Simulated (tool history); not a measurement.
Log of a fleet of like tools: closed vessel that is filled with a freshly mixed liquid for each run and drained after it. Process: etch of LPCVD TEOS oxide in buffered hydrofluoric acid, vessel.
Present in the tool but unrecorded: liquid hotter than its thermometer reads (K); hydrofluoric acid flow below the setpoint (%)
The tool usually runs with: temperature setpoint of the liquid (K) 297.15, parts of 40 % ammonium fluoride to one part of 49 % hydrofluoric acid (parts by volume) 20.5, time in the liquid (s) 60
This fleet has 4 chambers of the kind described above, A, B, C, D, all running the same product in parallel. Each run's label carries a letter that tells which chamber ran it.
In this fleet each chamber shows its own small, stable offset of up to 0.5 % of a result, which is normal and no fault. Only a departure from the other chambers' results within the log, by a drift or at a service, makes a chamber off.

run,hour,temperature setpoint of the liquid (K),parts of 40 % ammonium fluoride to one part of 49 % hydrofluoric acid (parts by volume),time in the liquid (s),hours since the thermometer was replaced,hours since the hydrofluoric acid flow meter was replaced,"read-back film thickness of the LPCVD TEOS oxide reference wafer, read on the same gauge (nm)",thickness taken off the LPCVD TEOS oxide on a monitor wafer (Å)
1A,4.8,297.15,20.5,60,2776.4,257.9,139.96,566.37
2D,12.3,297.15,20.5,60,925.1,254,139.99,562.82
3B,17.9,297.15,20.5,60,981,684.5,140,562.27
4C,24.8,297.15,20.5,60,533.8,961.3,139.98,565.15
5C,31.8,297.15,20.5,60,540.8,968.3,139.97,564.39
6A,36.7,297.15,20.5,60,2808.3,289.8,139.97,566.74
7B,41.9,297.15,20.5,60,1005,708.5,139.98,563.68
8D,49.2,297.15,20.5,60,962,290.9,140,562.24
9D,54.2,297.15,20.5,60,967,295.9,139.99,562.56
10C,60.4,297.15,20.5,60,569.4,996.9,140.03,565.62
11A,65.2,297.15,20.5,60,2836.8,318.3,139.94,568.14
12B,72.7,297.15,20.5,60,1035.8,739.3,139.98,566.2
13B,79,297.15,20.5,60,1042.1,745.6,140.02,565.07
14A,83.3,297.15,20.5,60,2854.9,336.4,139.97,566.77
15C,89.8,297.15,20.5,60,598.8,1026.3,139.96,565.06
16D,98.7,297.15,20.5,60,1011.5,340.4,140.01,562.25
17D,106.9,297.15,20.5,60,1019.7,348.6,140.02,563.36
18C,115.8,297.15,20.5,60,624.8,1052.3,139.99,560.12
19B,120.4,297.15,20.5,60,1083.5,787,139.98,567.12
20A,125.8,297.15,20.5,60,2897.4,378.9,140,564.91
21A,130.3,297.15,20.5,60,2901.9,383.4,140,565.35
# hour 135.2: chamber D: thermometer replaced
22D,136.6,297.15,20.5,60,1.4,378.3,140.04,560.76
23C,145.5,297.15,20.5,60,654.5,1082,139.93,565
24B,153.5,297.15,20.5,60,1116.6,820.1,140.01,566.43
25B,162,297.15,20.5,60,1125.1,828.6,139.98,563.46
26D,169.6,297.15,20.5,60,34.4,411.3,140.01,564.51
27C,175.1,297.15,20.5,60,684.1,1111.6,140.02,567.36
28A,179.5,295.15,20.5,35,2951.1,432.6,139.96,296.03
29D,186.6,295.15,20.5,35,51.4,428.3,139.98,294.07
30A,193.8,295.15,20.5,35,2965.4,446.9,139.98,296.7
31C,198.3,295.15,20.5,35,707.3,1134.8,140.05,295.71
32B,206.8,297.15,20.5,60,1169.9,873.4,140.02,564.42
33A,213.6,297.15,20.5,60,2985.2,466.7,140,565.48
# hour 215.8: chamber A: thermometer replaced
34C,218.2,297.15,20.5,60,727.2,1154.7,139.96,572.58
# hour 223.5: chamber A: hydrofluoric acid flow meter replaced
35B,223.9,297.15,20.5,60,1187,890.5,139.97,564.2
36D,229.8,293.65,20.5,60,94.6,471.5,140.02,465.47
37A,237.9,293.65,20.5,60,22.1,14.4,139.98,464.13
38C,244.3,293.65,20.5,60,753.3,1180.8,139.99,471.46
39B,249.5,293.65,20.5,60,1212.6,916.1,140,463.64
40D,256.6,297.15,20.5,60,121.4,498.3,139.98,562.57
41C,265.5,297.15,20.5,60,774.5,1202,139.99,572.48

Is one chamber off against the others, does the gauge drift, or is nothing wrong? If a chamber is off, say which, and what the likeliest cause is.

Chamber C drifts away from the others.
Most likely cause: liquid hotter than its thermometer reads (K) = 0.345.
The log may not separate it from: hydrofluoric acid flow above the setpoint (%).

Below are 4 candidate recipes for chamber C's next run, each the usual settings with a change, their results shown as question marks. Which of them brings C's results back in line with what the other chambers give on the usual settings?
Maximum distance from the other chambers' mean on the usual settings for a result to count as in line: thickness taken off the LPCVD TEOS oxide on a monitor wafer (Å) 6.5
42C-1,272.2,297.15,21.5,60,,,,?
42C-2,272.2,297.15,21,60,,,,?
42C-3,272.2,297.15,20,60,,,,?
42C-4,272.2,297.15,19.5,60,,,,?

The other chambers' mean on the usual settings: thickness taken off the LPCVD TEOS oxide on a monitor wafer (Å) 563.97
run,thickness taken off the LPCVD TEOS oxide on a monitor wafer (Å)
42C-1,554.49
42C-2,563.44
42C-3,582.43
42C-4,596.28
It is 42C-2 that realigns the chamber with its peers.

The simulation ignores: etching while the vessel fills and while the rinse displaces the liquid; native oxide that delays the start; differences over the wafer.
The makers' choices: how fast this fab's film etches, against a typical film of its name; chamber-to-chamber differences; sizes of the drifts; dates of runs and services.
